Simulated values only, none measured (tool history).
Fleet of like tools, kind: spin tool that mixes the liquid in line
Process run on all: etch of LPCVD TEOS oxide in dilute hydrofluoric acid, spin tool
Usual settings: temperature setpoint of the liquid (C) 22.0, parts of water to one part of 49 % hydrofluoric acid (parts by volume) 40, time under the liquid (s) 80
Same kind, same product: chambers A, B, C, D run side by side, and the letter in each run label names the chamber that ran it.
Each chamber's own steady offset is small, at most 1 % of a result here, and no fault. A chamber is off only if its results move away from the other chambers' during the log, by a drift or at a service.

run,hour,temperature setpoint of the liquid (C),parts of water to one part of 49 % hydrofluoric acid (parts by volume),time under the liquid (s),hours since the thermometer was replaced,hours since the hydrofluoric acid flow meter was replaced,"read-back film thickness of the LPCVD TEOS oxide reference wafer, read on the same gauge (nm)",thickness taken off the LPCVD TEOS oxide on a monitor wafer (Å)
1A,4.1,22.0,40,80,690.1,251.8,69.969,473.97
2C,12.6,22.0,40,80,765.0,1224.9,69.997,479.41
3B,18.3,22.0,40,80,740.6,1369.0,70.000,476.73
4D,25.7,22.0,40,80,144.3,379.0,70.035,469.05
5C,33.3,22.0,40,80,785.7,1245.6,70.020,475.50
6A,40.1,22.0,40,80,726.1,287.8,70.024,472.34
7D,49.1,22.0,40,80,167.7,402.4,70.019,471.55
8B,54.2,22.0,25,100,776.5,1404.9,70.018,962.18
9C,59.1,22.0,25,100,811.5,1271.4,69.998,965.09
10A,67.8,22.0,25,100,753.8,315.5,69.989,959.47
11D,74.9,22.0,25,100,193.5,428.2,70.020,966.78
12B,83.3,22.0,40,80,805.6,1434.0,70.042,478.04
13B,92.6,22.0,40,80,814.9,1443.3,69.975,478.25
14C,100.3,22.0,40,80,852.7,1312.6,70.017,477.81
15A,106.3,22.0,40,80,792.3,354.0,69.968,475.50
16D,113.0,22.0,40,80,231.6,466.3,69.971,472.44
17D,120.6,22.0,40,80,239.2,473.9,70.005,472.10
18B,128.3,24.5,40,80,850.6,1479.0,69.972,530.84
19A,136.2,24.5,40,80,822.2,383.9,70.009,527.21
20C,141.5,24.5,40,80,893.9,1353.8,69.995,528.69
21C,148.3,24.5,40,80,900.7,1360.6,70.021,524.21
22A,157.7,22.0,40,80,843.7,405.4,69.994,470.67
23B,165.2,22.0,40,80,887.5,1515.9,69.961,479.46
24D,169.5,22.0,40,80,288.1,522.8,70.047,474.11
25D,177.0,22.0,40,80,295.6,530.3,70.016,471.09
26B,185.6,22.0,40,80,907.9,1536.3,70.033,476.36
27C,191.4,22.0,40,80,943.8,1403.7,69.966,477.78
28A,197.2,22.0,40,80,883.2,444.9,69.985,473.05
29D,204.4,22.0,40,60,323.0,557.7,70.010,354.95
30B,210.1,22.0,40,60,932.4,1560.8,69.976,359.75
31C,217.1,22.0,40,60,969.5,1429.4,70.023,356.90
32A,224.2,22.0,40,60,910.2,471.9,69.973,355.16
33D,231.6,22.0,40,80,350.2,584.9,70.012,472.45

All chambers now run identical settings, listed one chamber a line with results as question marks. What results will each chamber show?
34A,238.4,22.0,40,120,,,,?
34B,238.4,22.0,40,120,,,,?
34C,238.4,22.0,40,120,,,,?
34D,238.4,22.0,40,120,,,,?

run,thickness taken off the LPCVD TEOS oxide on a monitor wafer (Å)
34A,709.92
34B,718.46
34C,715.84
34D,702.47

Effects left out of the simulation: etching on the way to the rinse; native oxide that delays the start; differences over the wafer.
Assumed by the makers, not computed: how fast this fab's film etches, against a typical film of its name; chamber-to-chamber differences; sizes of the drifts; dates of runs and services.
